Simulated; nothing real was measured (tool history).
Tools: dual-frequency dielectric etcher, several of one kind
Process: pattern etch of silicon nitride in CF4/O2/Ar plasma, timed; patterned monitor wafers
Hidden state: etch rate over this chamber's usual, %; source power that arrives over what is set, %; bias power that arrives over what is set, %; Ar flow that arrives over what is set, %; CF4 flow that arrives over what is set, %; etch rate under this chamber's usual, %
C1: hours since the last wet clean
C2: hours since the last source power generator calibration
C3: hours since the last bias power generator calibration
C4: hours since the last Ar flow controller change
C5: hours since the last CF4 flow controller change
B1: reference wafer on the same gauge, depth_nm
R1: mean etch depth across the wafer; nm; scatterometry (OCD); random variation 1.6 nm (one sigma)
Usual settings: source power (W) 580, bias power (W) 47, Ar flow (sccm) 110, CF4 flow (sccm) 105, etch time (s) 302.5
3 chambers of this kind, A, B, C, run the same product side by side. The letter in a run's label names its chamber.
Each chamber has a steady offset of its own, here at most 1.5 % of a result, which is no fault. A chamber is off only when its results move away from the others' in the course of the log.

{"run": "1A", "day": 0.2, "source power (W)": 580, "bias power (W)": 47, "Ar flow (sccm)": 110, "CF4 flow (sccm)": 105, "etch time (s)": 302.5, "C1": 382.3, "C2": 118.2, "C3": 3652.8, "C4": 3243.5, "C5": 843.9, "B1": 526.16, "R1": 635.74}
{"run": "2C", "day": 0.571, "source power (W)": 580, "bias power (W)": 47, "Ar flow (sccm)": 110, "CF4 flow (sccm)": 105, "etch time (s)": 302.5, "C1": 45.0, "C2": 457.7, "C3": 795.9, "C4": 1110.4, "C5": 1635.8, "B1": 526.01, "R1": 642.56}
{"run": "3B", "day": 0.917, "source power (W)": 580, "bias power (W)": 47, "Ar flow (sccm)": 110, "CF4 flow (sccm)": 105, "etch time (s)": 302.5, "C1": 191.1, "C2": 685.5, "C3": 1215.0, "C4": 780.5, "C5": 100.3, "B1": 526.03, "R1": 630.49}
{"run": "4A", "day": 1.238, "source power (W)": 580, "bias power (W)": 47, "Ar flow (sccm)": 110, "CF4 flow (sccm)": 105, "etch time (s)": 302.5, "C1": 407.2, "C2": 143.1, "C3": 3677.7, "C4": 3268.4, "C5": 868.8, "B1": 526.24, "R1": 635.84}
{"run": "5B", "day": 1.583, "source power (W)": 580, "bias power (W)": 51, "Ar flow (sccm)": 110, "CF4 flow (sccm)": 105, "etch time (s)": 217.5, "C1": 207.1, "C2": 701.5, "C3": 1231.0, "C4": 796.5, "C5": 116.3, "B1": 526.1, "R1": 466.8}
{"run": "6C", "day": 1.825, "source power (W)": 580, "bias power (W)": 51, "Ar flow (sccm)": 110, "CF4 flow (sccm)": 105, "etch time (s)": 217.5, "C1": 75.1, "C2": 487.8, "C3": 826.0, "C4": 1140.5, "C5": 1665.9, "B1": 526.13, "R1": 476.67}
{"run": "7C", "day": 2.05, "source power (W)": 580, "bias power (W)": 51, "Ar flow (sccm)": 110, "CF4 flow (sccm)": 105, "etch time (s)": 217.5, "C1": 80.5, "C2": 493.2, "C3": 831.4, "C4": 1145.9, "C5": 1671.3, "B1": 526.08, "R1": 475.55}
{"run": "8A", "day": 2.4, "source power (W)": 580, "bias power (W)": 47, "Ar flow (sccm)": 110, "CF4 flow (sccm)": 105, "etch time (s)": 302.5, "C1": 435.1, "C2": 171.0, "C3": 3705.6, "C4": 3296.3, "C5": 896.7, "B1": 526.21, "R1": 635.4}
{"run": "9B", "day": 2.562, "source power (W)": 580, "bias power (W)": 47, "Ar flow (sccm)": 110, "CF4 flow (sccm)": 105, "etch time (s)": 302.5, "C1": 230.6, "C2": 725.0, "C3": 1254.5, "C4": 820.0, "C5": 139.8, "B1": 526.08, "R1": 631.75}
{"run": "10B", "day": 2.788, "source power (W)": 580, "bias power (W)": 47, "Ar flow (sccm)": 110, "CF4 flow (sccm)": 105, "etch time (s)": 302.5, "C1": 236.0, "C2": 730.4, "C3": 1259.9, "C4": 825.4, "C5": 145.2, "B1": 525.96, "R1": 632.51}
{"run": "11A", "day": 3.096, "source power (W)": 580, "bias power (W)": 47, "Ar flow (sccm)": 110, "CF4 flow (sccm)": 105, "etch time (s)": 302.5, "C1": 451.8, "C2": 187.7, "C3": 3722.3, "C4": 3313.0, "C5": 913.4, "B1": 525.63, "R1": 634.86}
{"run": "12C", "day": 3.325, "source power (W)": 580, "bias power (W)": 47, "Ar flow (sccm)": 110, "CF4 flow (sccm)": 105, "etch time (s)": 302.5, "C1": 111.1, "C2": 523.8, "C3": 862.0, "C4": 1176.5, "C5": 1701.9, "B1": 525.88, "R1": 641.8}
{"run": "13C", "day": 3.608, "source power (W)": 580, "bias power (W)": 47, "Ar flow (sccm)": 110, "CF4 flow (sccm)": 105, "etch time (s)": 302.5, "C1": 117.9, "C2": 530.6, "C3": 868.8, "C4": 1183.3, "C5": 1708.7, "B1": 525.9, "R1": 645.25}
{"run": "14B", "day": 3.804, "source power (W)": 580, "bias power (W)": 47, "Ar flow (sccm)": 110, "CF4 flow (sccm)": 105, "etch time (s)": 302.5, "C1": 260.4, "C2": 754.8, "C3": 1284.3, "C4": 849.8, "C5": 169.6, "B1": 525.75, "R1": 627.09}
{"run": "15A", "day": 4.125, "source power (W)": 580, "bias power (W)": 47, "Ar flow (sccm)": 110, "CF4 flow (sccm)": 105, "etch time (s)": 302.5, "C1": 476.5, "C2": 212.4, "C3": 3747.0, "C4": 3337.7, "C5": 938.1, "B1": 526.01, "R1": 636.22}
{"run": "16B", "day": 4.396, "source power (W)": 580, "bias power (W)": 47, "Ar flow (sccm)": 110, "CF4 flow (sccm)": 105, "etch time (s)": 302.5, "C1": 274.6, "C2": 769.0, "C3": 1298.5, "C4": 864.0, "C5": 183.8, "B1": 526.34, "R1": 625.89}
{"run": "17A", "day": 4.612, "source power (W)": 580, "bias power (W)": 47, "Ar flow (sccm)": 110, "CF4 flow (sccm)": 105, "etch time (s)": 302.5, "C1": 488.2, "C2": 224.1, "C3": 3758.7, "C4": 3349.4, "C5": 949.8, "B1": 525.67, "R1": 635.68}
{"run": "18C", "day": 4.958, "source power (W)": 580, "bias power (W)": 47, "Ar flow (sccm)": 110, "CF4 flow (sccm)": 105, "etch time (s)": 302.5, "C1": 150.3, "C2": 563.0, "C3": 901.2, "C4": 1215.7, "C5": 1741.1, "B1": 526.14, "R1": 643.15}
{"run": "19C", "day": 5.275, "source power (W)": 580, "bias power (W)": 47, "Ar flow (sccm)": 110, "CF4 flow (sccm)": 105, "etch time (s)": 302.5, "C1": 157.9, "C2": 570.6, "C3": 908.8, "C4": 1223.3, "C5": 1748.7, "B1": 526.0, "R1": 644.22}
{"run": "20A", "day": 5.596, "source power (W)": 580, "bias power (W)": 47, "Ar flow (sccm)": 110, "CF4 flow (sccm)": 105, "etch time (s)": 302.5, "C1": 511.8, "C2": 247.7, "C3": 3782.3, "C4": 3373.0, "C5": 973.4, "B1": 526.0, "R1": 634.21}
{"day": 5.746, "done": "chamber A: wet clean of the chamber"}
{"run": "21B", "day": 5.846, "source power (W)": 580, "bias power (W)": 47, "Ar flow (sccm)": 110, "CF4 flow (sccm)": 105, "etch time (s)": 302.5, "C1": 309.4, "C2": 803.8, "C3": 1333.3, "C4": 898.8, "C5": 218.6, "B1": 525.72, "R1": 624.84}
{"run": "22C", "day": 6.079, "source power (W)": 580, "bias power (W)": 47, "Ar flow (sccm)": 110, "CF4 flow (sccm)": 105, "etch time (s)": 302.5, "C1": 177.2, "C2": 589.9, "C3": 928.1, "C4": 1242.6, "C5": 1768.0, "B1": 526.19, "R1": 642.89}
{"run": "23A", "day": 6.304, "source power (W)": 580, "bias power (W)": 47, "Ar flow (sccm)": 110, "CF4 flow (sccm)": 105, "etch time (s)": 302.5, "C1": 13.5, "C2": 264.7, "C3": 3799.3, "C4": 3390.0, "C5": 990.4, "B1": 526.22, "R1": 632.81}
{"run": "24B", "day": 6.467, "source power (W)": 580, "bias power (W)": 47, "Ar flow (sccm)": 110, "CF4 flow (sccm)": 105, "etch time (s)": 302.5, "C1": 324.3, "C2": 818.7, "C3": 1348.2, "C4": 913.7, "C5": 233.5, "B1": 525.97, "R1": 622.29}
{"run": "25C", "day": 6.633, "source power (W)": 580, "bias power (W)": 47, "Ar flow (sccm)": 110, "CF4 flow (sccm)": 105, "etch time (s)": 302.5, "C1": 190.5, "C2": 603.2, "C3": 941.4, "C4": 1255.9, "C5": 1781.3, "B1": 525.95, "R1": 640.87}
{"run": "26B", "day": 6.896, "source power (W)": 650, "bias power (W)": 47, "Ar flow (sccm)": 110, "CF4 flow (sccm)": 123, "etch time (s)": 302.5, "C1": 334.6, "C2": 829.0, "C3": 1358.5, "C4": 924.0, "C5": 243.8, "B1": 526.28, "R1": 700.06}
{"run": "27A", "day": 7.258, "source power (W)": 650, "bias power (W)": 47, "Ar flow (sccm)": 110, "CF4 flow (sccm)": 123, "etch time (s)": 302.5, "C1": 36.4, "C2": 287.6, "C3": 3822.2, "C4": 3412.9, "C5": 1013.3, "B1": 525.85, "R1": 716.66}
{"run": "28A", "day": 7.612, "source power (W)": 650, "bias power (W)": 47, "Ar flow (sccm)": 110, "CF4 flow (sccm)": 123, "etch time (s)": 302.5, "C1": 44.9, "C2": 296.1, "C3": 3830.7, "C4": 3421.4, "C5": 1021.8, "B1": 526.07, "R1": 716.79}

All 3 chambers run these settings next. Forecast each chamber's results:
{"run": "29A", "day": 7.883, "source power (W)": 500, "bias power (W)": 47, "Ar flow (sccm)": 110, "CF4 flow (sccm)": 105, "etch time (s)": 302.5, "R1": "?"}
{"run": "29B", "day": 7.883, "source power (W)": 500, "bias power (W)": 47, "Ar flow (sccm)": 110, "CF4 flow (sccm)": 105, "etch time (s)": 302.5, "R1": "?"}
{"run": "29C", "day": 7.883, "source power (W)": 500, "bias power (W)": 47, "Ar flow (sccm)": 110, "CF4 flow (sccm)": 105, "etch time (s)": 302.5, "R1": "?"}

run=29A R1=556.70
run=29B R1=542.10
run=29C R1=564.12

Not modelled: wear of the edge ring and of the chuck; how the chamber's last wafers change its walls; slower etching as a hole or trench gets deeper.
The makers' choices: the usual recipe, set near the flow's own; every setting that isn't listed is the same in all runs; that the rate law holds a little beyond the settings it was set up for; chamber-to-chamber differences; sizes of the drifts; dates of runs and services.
